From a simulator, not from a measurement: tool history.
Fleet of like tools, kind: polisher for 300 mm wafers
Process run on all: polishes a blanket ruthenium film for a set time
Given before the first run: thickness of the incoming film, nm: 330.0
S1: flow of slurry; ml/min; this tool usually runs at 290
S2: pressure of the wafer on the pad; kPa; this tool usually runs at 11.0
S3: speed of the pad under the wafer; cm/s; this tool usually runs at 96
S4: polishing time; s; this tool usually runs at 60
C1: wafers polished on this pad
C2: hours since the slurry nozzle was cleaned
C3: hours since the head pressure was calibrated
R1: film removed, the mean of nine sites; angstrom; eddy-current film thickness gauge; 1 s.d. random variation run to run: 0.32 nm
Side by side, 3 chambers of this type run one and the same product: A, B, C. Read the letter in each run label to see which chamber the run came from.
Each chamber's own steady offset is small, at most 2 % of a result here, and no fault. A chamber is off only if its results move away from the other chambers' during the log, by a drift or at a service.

| run | hour | S1 | S2 | S3 | S4 | C1 | C2 | C3 | R1 |
|---|---|---|---|---|---|---|---|---|---|
| 1B | 9.0 | 290 | 11.0 | 96 | 60 | 802 | 334.0 | 112.4 | 490.74 |
|  | 9.6 | chamber B: worn pad replaced by a new one |
|  | 18.9 | chamber C: slurry nozzle cleaned |
| 2C | 19.0 | 290 | 11.0 | 96 | 60 | 474 | 0.2 | 93.6 | 481.27 |
|  | 22.5 | chamber A: worn pad replaced by a new one |
| 3A | 31.1 | 290 | 11.0 | 96 | 60 | 94 | 542.5 | 818.3 | 489.60 |
| 4C | 38.4 | 290 | 11.0 | 96 | 60 | 685 | 19.6 | 113.0 | 482.07 |
|  | 46.5 | chamber C: worn pad replaced by a new one |
| 5A | 50.4 | 290 | 11.0 | 96 | 60 | 304 | 561.8 | 837.6 | 487.12 |
| 6B | 56.7 | 290 | 11.0 | 96 | 60 | 514 | 381.7 | 160.1 | 491.53 |
| 7B | 67.8 | 290 | 11.0 | 96 | 60 | 635 | 392.8 | 171.2 | 490.32 |
| 8A | 78.9 | 290 | 11.0 | 96 | 60 | 615 | 590.3 | 866.1 | 480.69 |
|  | 84.6 | chamber B: worn pad replaced by a new one |
| 9C | 88.6 | 290 | 11.0 | 96 | 60 | 459 | 69.8 | 163.2 | 482.55 |
| 10A | 97.8 | 290 | 11.0 | 96 | 60 | 821 | 609.2 | 885.0 | 480.28 |
|  | 99.7 | chamber A: worn pad replaced by a new one |
| 11B | 106.6 | 290 | 12.4 | 96 | 60 | 239 | 431.6 | 210.0 | 555.94 |
|  | 112.6 | chamber C: worn pad replaced by a new one |
| 12C | 116.6 | 290 | 12.4 | 96 | 60 | 44 | 97.8 | 191.2 | 541.01 |
| 13B | 124.7 | 290 | 12.4 | 96 | 60 | 437 | 449.7 | 228.1 | 556.18 |
| 14A | 134.3 | 290 | 11.0 | 96 | 60 | 377 | 645.7 | 921.5 | 484.54 |
| 15C | 145.3 | 290 | 11.0 | 96 | 51 | 357 | 126.5 | 219.9 | 411.77 |
|  | 150.2 | chamber B: worn pad replaced by a new one |
| 16B | 155.9 | 290 | 11.0 | 96 | 51 | 62 | 480.9 | 259.3 | 416.21 |
| 17C | 161.5 | 290 | 11.0 | 96 | 51 | 533 | 142.7 | 236.1 | 410.58 |
|  | 166.4 | chamber A: worn pad replaced by a new one |
| 18A | 170.5 | 290 | 11.0 | 96 | 60 | 45 | 681.9 | 957.7 | 488.31 |
|  | 176.4 | chamber C: worn pad replaced by a new one |
| 19B | 179.2 | 290 | 11.0 | 96 | 60 | 316 | 504.2 | 282.6 | 491.98 |
| 20A | 188.5 | 290 | 11.0 | 96 | 60 | 241 | 699.9 | 975.7 | 484.73 |
| 21C | 195.6 | 290 | 11.0 | 96 | 60 | 209 | 176.8 | 270.2 | 481.79 |
| 22A | 207.7 | 290 | 11.0 | 96 | 60 | 450 | 719.1 | 994.9 | 490.22 |
| 23B | 213.1 | 290 | 13.8 | 96 | 60 | 685 | 538.1 | 316.5 | 609.64 |

Has any chamber moved away from the others, gradually or after a service, or does the common gauge drift, or do the chambers differ only by their own small steady offsets? State the chamber and the most likely cause if one applies.

No chamber is off and the gauge is stable; the differences are just each chamber's small, constant offset.
